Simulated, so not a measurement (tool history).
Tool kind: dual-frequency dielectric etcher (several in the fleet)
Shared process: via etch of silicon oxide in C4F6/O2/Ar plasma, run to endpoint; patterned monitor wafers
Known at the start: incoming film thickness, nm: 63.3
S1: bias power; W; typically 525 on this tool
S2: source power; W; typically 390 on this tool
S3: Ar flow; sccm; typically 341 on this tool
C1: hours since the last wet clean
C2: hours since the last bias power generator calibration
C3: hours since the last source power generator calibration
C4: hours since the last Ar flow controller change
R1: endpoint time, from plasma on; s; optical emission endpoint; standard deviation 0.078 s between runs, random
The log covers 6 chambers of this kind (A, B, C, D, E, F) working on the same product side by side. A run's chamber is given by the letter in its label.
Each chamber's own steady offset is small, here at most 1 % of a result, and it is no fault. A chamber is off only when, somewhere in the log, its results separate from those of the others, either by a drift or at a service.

{"run": "1B", "hour": 4.7, "S1": 525, "S2": 390, "S3": 341, "C1": 69.0, "C2": 4491.9, "C3": 4276.3, "C4": 625.9, "R1": 14.064}
{"hour": 8.6, "done": "chamber D: wet clean of the chamber"}
{"run": "2D", "hour": 14.0, "S1": 525, "S2": 390, "S3": 341, "C1": 5.4, "C2": 4817.2, "C3": 1781.8, "C4": 378.6, "R1": 13.985}
{"hour": 20.0, "done": "chamber B: source power generator calibrated"}
{"run": "3A", "hour": 23.4, "S1": 525, "S2": 390, "S3": 341, "C1": 456.4, "C2": 2447.7, "C3": 1943.2, "C4": 2754.0, "R1": 13.943}
{"run": "4C", "hour": 30.2, "S1": 525, "S2": 390, "S3": 341, "C1": 101.6, "C2": 251.3, "C3": 1535.2, "C4": 72.4, "R1": 13.852}
{"run": "5E", "hour": 38.7, "S1": 525, "S2": 390, "S3": 341, "C1": 344.3, "C2": 2054.0, "C3": 150.6, "C4": 876.6, "R1": 13.824}
{"run": "6F", "hour": 47.1, "S1": 525, "S2": 390, "S3": 341, "C1": 528.5, "C2": 93.0, "C3": 120.7, "C4": 1794.6, "R1": 14.002}
{"run": "7A", "hour": 54.3, "S1": 525, "S2": 390, "S3": 341, "C1": 487.3, "C2": 2478.6, "C3": 1974.1, "C4": 2784.9, "R1": 13.803}
{"hour": 60.3, "done": "chamber A: wet clean of the chamber"}
{"run": "8B", "hour": 62.3, "S1": 525, "S2": 390, "S3": 341, "C1": 126.6, "C2": 4549.5, "C3": 42.3, "C4": 683.5, "R1": 13.967}
{"run": "9C", "hour": 68.1, "S1": 525, "S2": 390, "S3": 341, "C1": 139.5, "C2": 289.2, "C3": 1573.1, "C4": 110.3, "R1": 14.044}
{"run": "10D", "hour": 76.8, "S1": 525, "S2": 390, "S3": 341, "C1": 68.2, "C2": 4880.0, "C3": 1844.6, "C4": 441.4, "R1": 13.865}
{"hour": 82.2, "done": "chamber F: wet clean of the chamber"}
{"run": "11F", "hour": 85.5, "S1": 613, "S2": 390, "S3": 341, "C1": 3.4, "C2": 131.4, "C3": 159.1, "C4": 1833.0, "R1": 13.265}
{"run": "12E", "hour": 94.3, "S1": 613, "S2": 390, "S3": 341, "C1": 399.9, "C2": 2109.6, "C3": 206.2, "C4": 932.2, "R1": 13.372}
{"run": "13B", "hour": 100.4, "S1": 613, "S2": 390, "S3": 341, "C1": 164.7, "C2": 4587.6, "C3": 80.4, "C4": 721.6, "R1": 13.123}
{"run": "14E", "hour": 107.1, "S1": 613, "S2": 390, "S3": 341, "C1": 412.7, "C2": 2122.4, "C3": 219.0, "C4": 945.0, "R1": 13.478}
{"run": "15A", "hour": 112.2, "S1": 613, "S2": 390, "S3": 341, "C1": 51.9, "C2": 2536.5, "C3": 2032.0, "C4": 2842.8, "R1": 13.141}
{"run": "16D", "hour": 117.8, "S1": 613, "S2": 390, "S3": 341, "C1": 109.2, "C2": 4921.0, "C3": 1885.6, "C4": 482.4, "R1": 13.111}
{"run": "17C", "hour": 123.2, "S1": 525, "S2": 390, "S3": 341, "C1": 194.6, "C2": 344.3, "C3": 1628.2, "C4": 165.4, "R1": 14.026}
{"run": "18F", "hour": 131.3, "S1": 525, "S2": 390, "S3": 341, "C1": 49.2, "C2": 177.2, "C3": 204.9, "C4": 1878.8, "R1": 13.992}
{"hour": 134.6, "done": "chamber D: bias power generator calibrated"}
{"run": "19F", "hour": 137.4, "S1": 525, "S2": 390, "S3": 341, "C1": 55.3, "C2": 183.3, "C3": 211.0, "C4": 1884.9, "R1": 13.927}
{"run": "20A", "hour": 142.3, "S1": 454, "S2": 360, "S3": 341, "C1": 82.0, "C2": 2566.6, "C3": 2062.1, "C4": 2872.9, "R1": 15.167}
{"run": "21D", "hour": 148.6, "S1": 454, "S2": 360, "S3": 341, "C1": 140.0, "C2": 14.1, "C3": 1916.4, "C4": 513.2, "R1": 15.154}
{"run": "22B", "hour": 155.0, "S1": 454, "S2": 360, "S3": 341, "C1": 219.3, "C2": 4642.2, "C3": 135.0, "C4": 776.2, "R1": 15.224}
{"run": "23E", "hour": 160.4, "S1": 454, "S2": 360, "S3": 341, "C1": 466.0, "C2": 2175.7, "C3": 272.3, "C4": 998.3, "R1": 15.618}
{"run": "24C", "hour": 166.1, "S1": 454, "S2": 360, "S3": 341, "C1": 237.5, "C2": 387.2, "C3": 1671.1, "C4": 208.3, "R1": 15.209}
{"run": "25E", "hour": 173.8, "S1": 454, "S2": 360, "S3": 341, "C1": 479.4, "C2": 2189.1, "C3": 285.7, "C4": 1011.7, "R1": 15.8}
{"run": "26B", "hour": 181.4, "S1": 525, "S2": 390, "S3": 341, "C1": 245.7, "C2": 4668.6, "C3": 161.4, "C4": 802.6, "R1": 14.062}
{"run": "27A", "hour": 186.8, "S1": 525, "S2": 390, "S3": 341, "C1": 126.5, "C2": 2611.1, "C3": 2106.6, "C4": 2917.4, "R1": 13.853}
{"run": "28F", "hour": 192.6, "S1": 633, "S2": 420, "S3": 341, "C1": 110.5, "C2": 238.5, "C3": 266.2, "C4": 1940.1, "R1": 12.627}
{"run": "29D", "hour": 201.4, "S1": 633, "S2": 420, "S3": 341, "C1": 192.8, "C2": 66.9, "C3": 1969.2, "C4": 566.0, "R1": 12.711}
{"hour": 205.7, "done": "chamber F: Ar flow controller replaced"}
{"run": "30C", "hour": 208.7, "S1": 633, "S2": 420, "S3": 341, "C1": 280.1, "C2": 429.8, "C3": 1713.7, "C4": 250.9, "R1": 12.706}
{"run": "31F", "hour": 215.8, "S1": 633, "S2": 420, "S3": 341, "C1": 133.7, "C2": 261.7, "C3": 289.4, "C4": 10.2, "R1": 12.714}
{"run": "32C", "hour": 225.0, "S1": 633, "S2": 420, "S3": 341, "C1": 296.4, "C2": 446.1, "C3": 1730.0, "C4": 267.2, "R1": 12.688}
{"run": "33E", "hour": 232.9, "S1": 633, "S2": 420, "S3": 341, "C1": 538.5, "C2": 2248.2, "C3": 344.8, "C4": 1070.8, "R1": 13.29}
{"run": "34D", "hour": 237.2, "S1": 525, "S2": 390, "S3": 291, "C1": 228.6, "C2": 102.7, "C3": 2005.0, "C4": 601.8, "R1": 13.713}
{"hour": 239.7, "done": "chamber B: bias power generator calibrated"}
{"run": "35B", "hour": 241.8, "S1": 525, "S2": 390, "S3": 291, "C1": 306.1, "C2": 2.2, "C3": 221.8, "C4": 863.0, "R1": 13.716}
{"run": "36A", "hour": 251.5, "S1": 525, "S2": 390, "S3": 291, "C1": 191.2, "C2": 2675.8, "C3": 2171.3, "C4": 2982.1, "R1": 13.597}
{"run": "37D", "hour": 261.2, "S1": 525, "S2": 390, "S3": 291, "C1": 252.6, "C2": 126.7, "C3": 2029.0, "C4": 625.8, "R1": 13.516}
{"run": "38F", "hour": 266.2, "S1": 525, "S2": 390, "S3": 291, "C1": 184.1, "C2": 312.1, "C3": 339.8, "C4": 60.6, "R1": 13.773}
{"run": "39E", "hour": 274.7, "S1": 525, "S2": 390, "S3": 291, "C1": 580.3, "C2": 2290.0, "C3": 386.6, "C4": 1112.6, "R1": 14.429}
{"run": "40C", "hour": 280.2, "S1": 525, "S2": 390, "S3": 341, "C1": 351.6, "C2": 501.3, "C3": 1785.2, "C4": 322.4, "R1": 13.926}
{"run": "41B", "hour": 286.7, "S1": 525, "S2": 390, "S3": 341, "C1": 351.0, "C2": 47.1, "C3": 266.7, "C4": 907.9, "R1": 14.098}
{"hour": 292.3, "done": "chamber A: source power generator calibrated"}
{"run": "42A", "hour": 296.1, "S1": 525, "S2": 390, "S3": 341, "C1": 235.8, "C2": 2720.4, "C3": 3.8, "C4": 3026.7, "R1": 13.81}

One chamber off, gauge drift, or nothing amiss beyond the chambers' own small offsets? If it is a chamber, which one, and what is the likeliest cause?

One chamber, E, drifts off from the rest bit by bit.
Cause: etch rate under this chamber's usual, % = 5.44.

Below are 4 candidate recipes for chamber E's next run, each the usual settings with a change, their results shown as question marks. Which of them brings E's results back in line with what the other chambers give on the usual settings?
A result is in line if it is within this distance of the other chambers' mean on the usual settings: R1 0.270 s
{"run": "43E-1", "hour": 303.1, "S1": 525, "S2": 340, "S3": 355, "R1": "?"}
{"run": "43E-2", "hour": 303.1, "S1": 642, "S2": 390, "S3": 318, "R1": "?"}
{"run": "43E-3", "hour": 303.1, "S1": 604, "S2": 390, "S3": 341, "R1": "?"}
{"run": "43E-4", "hour": 303.1, "S1": 471, "S2": 350, "S3": 352, "R1": "?"}

Mean of the other chambers on the usual settings: R1 13.997 s
run=43E-1 R1=15.622
run=43E-2 R1=13.595
run=43E-3 R1=14.024
run=43E-4 R1=16.073
43E-3 is the one that brings the chamber's results back in line with the other chambers.
